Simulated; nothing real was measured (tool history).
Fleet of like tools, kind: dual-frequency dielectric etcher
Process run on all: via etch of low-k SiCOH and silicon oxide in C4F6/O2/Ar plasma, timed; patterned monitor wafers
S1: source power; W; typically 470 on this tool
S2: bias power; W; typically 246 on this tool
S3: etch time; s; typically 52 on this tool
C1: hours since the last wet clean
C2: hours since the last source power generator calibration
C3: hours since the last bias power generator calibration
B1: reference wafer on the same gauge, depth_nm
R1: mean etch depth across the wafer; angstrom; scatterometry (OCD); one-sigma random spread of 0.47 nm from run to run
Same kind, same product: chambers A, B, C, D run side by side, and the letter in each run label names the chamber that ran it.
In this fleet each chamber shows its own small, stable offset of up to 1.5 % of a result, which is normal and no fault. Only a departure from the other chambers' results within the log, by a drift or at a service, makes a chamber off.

run 1A day=0.35 | S1=470 S2=246 S3=52 | C1=513.1 C2=318.8 C3=3011.7 | B1=140.02 | R1=1450.5
-- day=0.812 chamber A: wet clean of the chamber
run 2D day=0.821 | S1=470 S2=246 S3=52 | C1=157 C2=905.3 C3=3176.3 | B1=140.09 | R1=1461.8
run 3C day=1.308 | S1=470 S2=246 S3=52 | C1=270.2 C2=1805.2 C3=2860.3 | B1=140 | R1=1465.4
-- day=1.379 chamber B: wet clean of the chamber
run 4B day=1.767 | S1=470 S2=246 S3=52 | C1=9.3 C2=3739.9 C3=2649.3 | B1=139.93 | R1=1441.2
run 5B day=2.029 | S1=470 S2=246 S3=52 | C1=15.6 C2=3746.2 C3=2655.6 | B1=139.95 | R1=1443.4
run 6A day=2.429 | S1=470 S2=246 S3=52 | C1=38.9 C2=368.7 C3=3061.6 | B1=140.13 | R1=1440.2
-- day=2.7 chamber C: source power generator calibrated
run 7D day=2.908 | S1=470 S2=246 S3=52 | C1=207.1 C2=955.4 C3=3226.4 | B1=140.1 | R1=1454.7
run 8C day=3.342 | S1=470 S2=246 S3=52 | C1=319 C2=15.4 C3=2909.1 | B1=140.04 | R1=1473.1
run 9B day=3.808 | S1=470 S2=246 S3=52 | C1=58.3 C2=3788.9 C3=2698.3 | B1=140.01 | R1=1449.2
run 10A day=4.238 | S1=470 S2=246 S3=52 | C1=82.3 C2=412.1 C3=3105 | B1=140.05 | R1=1437.4
run 11D day=4.504 | S1=470 S2=246 S3=52 | C1=245.4 C2=993.7 C3=3264.7 | B1=140.02 | R1=1455.3
-- day=4.762 chamber D: bias power generator calibrated
run 12C day=4.954 | S1=470 S2=246 S3=52 | C1=357.7 C2=54.1 C3=2947.8 | B1=140.06 | R1=1470.8
run 13A day=5.246 | S1=470 S2=246 S3=52 | C1=106.5 C2=436.3 C3=3129.2 | B1=139.91 | R1=1447
run 14D day=5.55 | S1=470 S2=246 S3=52 | C1=270.5 C2=1018.8 C3=19 | B1=140.04 | R1=1462.5
run 15B day=5.796 | S1=370 S2=246 S3=37 | C1=106 C2=3836.6 C3=2746 | B1=139.97 | R1=936.73
run 16C day=6.196 | S1=370 S2=246 S3=37 | C1=387.5 C2=83.9 C3=2977.6 | B1=140.08 | R1=951.87
-- day=6.454 chamber C: bias power generator calibrated
run 17D day=6.7 | S1=370 S2=246 S3=37 | C1=298.1 C2=1046.4 C3=46.6 | B1=140.04 | R1=950.32
run 18C day=6.929 | S1=370 S2=246 S3=37 | C1=405.1 C2=101.5 C3=11.4 | B1=139.99 | R1=951.21
run 19A day=7.358 | S1=470 S2=246 S3=52 | C1=157.2 C2=487 C3=3179.9 | B1=139.99 | R1=1437.9
run 20B day=7.65 | S1=470 S2=246 S3=52 | C1=150.5 C2=3881.1 C3=2790.5 | B1=140 | R1=1447.4
run 21A day=8.025 | S1=470 S2=246 S3=52 | C1=173.2 C2=503 C3=3195.9 | B1=139.95 | R1=1439.9
run 22C day=8.25 | S1=470 S2=246 S3=52 | C1=436.8 C2=133.2 C3=43.1 | B1=139.96 | R1=1465
run 23B day=8.608 | S1=470 S2=246 S3=52 | C1=173.5 C2=3904.1 C3=2813.5 | B1=140.01 | R1=1437.1
run 24D day=9.058 | S1=470 S2=246 S3=52 | C1=354.7 C2=1103 C3=103.2 | B1=140.15 | R1=1462.6
run 25A day=9.55 | S1=470 S2=246 S3=52 | C1=209.8 C2=539.6 C3=3232.5 | B1=140.03 | R1=1445.9
run 26C day=9.942 | S1=470 S2=246 S3=52 | C1=477.4 C2=173.8 C3=83.7 | B1=139.94 | R1=1460.5
run 27D day=10.171 | S1=470 S2=202 S3=61 | C1=381.4 C2=1129.7 C3=129.9 | B1=140.07 | R1=1600.5
run 28B day=10.396 | S1=470 S2=202 S3=61 | C1=216.4 C2=3947 C3=2856.4 | B1=140.15 | R1=1583.8
run 29B day=10.738 | S1=470 S2=202 S3=61 | C1=224.6 C2=3955.2 C3=2864.6 | B1=139.9 | R1=1591.4
run 30C day=11.188 | S1=470 S2=202 S3=61 | C1=507.3 C2=203.7 C3=113.6 | B1=140.05 | R1=1607.2
run 31A day=11.604 | S1=470 S2=215 S3=52 | C1=259.1 C2=588.9 C3=3281.8 | B1=139.99 | R1=1372.1
run 32D day=12.1 | S1=470 S2=215 S3=52 | C1=427.7 C2=1176 C3=176.2 | B1=139.92 | R1=1400
run 33D day=12.608 | S1=470 S2=215 S3=52 | C1=439.9 C2=1188.2 C3=188.4 | B1=139.96 | R1=1394.8
run 34B day=12.858 | S1=470 S2=215 S3=52 | C1=275.5 C2=4006.1 C3=2915.5 | B1=139.94 | R1=1382.6
run 35C day=13.258 | S1=470 S2=246 S3=52 | C1=557 C2=253.4 C3=163.3 | B1=140.08 | R1=1463.8
run 36A day=13.671 | S1=470 S2=246 S3=52 | C1=308.7 C2=638.5 C3=3331.4 | B1=139.98 | R1=1431.1
run 37A day=14.075 | S1=470 S2=246 S3=52 | C1=318.4 C2=648.2 C3=3341.1 | B1=140 | R1=1445.2

For the next run the whole fleet of 4 chambers uses the same settings. Give each chamber's results:
run 38A day=14.442 | S1=470 S2=246 S3=52 | R1=?
run 38B day=14.442 | S1=470 S2=246 S3=52 | R1=?
run 38C day=14.442 | S1=470 S2=246 S3=52 | R1=?
run 38D day=14.442 | S1=470 S2=246 S3=52 | R1=?

run=38A R1=1438.7
run=38B R1=1440.8
run=38C R1=1474.8
run=38D R1=1464
